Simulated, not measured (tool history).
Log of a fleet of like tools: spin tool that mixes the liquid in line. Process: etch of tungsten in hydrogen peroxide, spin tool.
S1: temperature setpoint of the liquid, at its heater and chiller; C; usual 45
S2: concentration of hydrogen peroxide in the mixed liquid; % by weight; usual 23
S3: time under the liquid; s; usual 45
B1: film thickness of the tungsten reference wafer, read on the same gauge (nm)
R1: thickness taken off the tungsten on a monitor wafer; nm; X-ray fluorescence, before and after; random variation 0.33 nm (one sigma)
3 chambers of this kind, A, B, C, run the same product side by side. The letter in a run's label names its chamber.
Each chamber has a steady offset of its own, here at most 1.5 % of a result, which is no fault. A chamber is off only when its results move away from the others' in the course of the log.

run,hour,S1,S2,S3,B1,R1
1A,6.7,45,23,45,149.99,42.43
2B,14.9,45,23,45,149.99,41.853
3C,25.6,45,23,45,150.01,42.821
4C,31.5,45,23,45,150.01,43.285
5B,37.6,45,23,45,150.02,41.847
6A,45.5,45,23,45,149.99,43.484
7A,51.5,45,23,45,150.01,43.144
8C,60.4,45,25.5,45,149.97,45.021
9B,71.8,45,25.5,45,150,44.183
# hour 72.5: chamber A: new drum of peroxide connected
10C,80.7,45,25.5,45,149.99,45.283
11B,91,45,23,45,150.02,42.296
12A,100.3,45,23,45,150,43.126
13A,107.6,45,23,45,150,43.169
14C,113.2,45,23,45,150,43.48
15B,121.6,45,23,45,149.99,42.622
16C,132.6,49.5,23,45,149.99,56.937
17A,138.3,49.5,23,45,150,58.366
18B,146.5,49.5,23,45,150.01,56.302
19A,158,45,23,55,149.97,55.112
20C,164.2,45,23,55,150,52.323
21B,173.1,45,23,55,150,51.845
22B,185.4,45,23,45,149.99,42.423

Is one chamber off against the others, does the gauge drift, or is nothing wrong? If a chamber is off, say which, and what the likeliest cause is.

Chamber A drifts away from the others.
Cause: peroxide flow above the setpoint (%) = 11.6.
The log may not tell that from: liquid hotter than its thermometer reads (K).

Here are 4 candidates for chamber A's next run, each the usual settings with a change, their results left as question marks. Which one brings its results back in line with what the others give on the usual settings?
In line means no further than this from the other chambers' mean on the usual settings: R1 1.1 nm
23A-1,194.3,45,22.5,45,,?
23A-2,194.3,45,23.5,45,,?
23A-3,194.3,44,23,45,,?
23A-4,194.3,46,23,45,,?

The other chambers' mean on the usual settings: R1 42.714 nm
run,R1
23A-1,44.952
23A-2,45.939
23A-3,42.635
23A-4,48.427
23A-3 brings the chamber back in line.
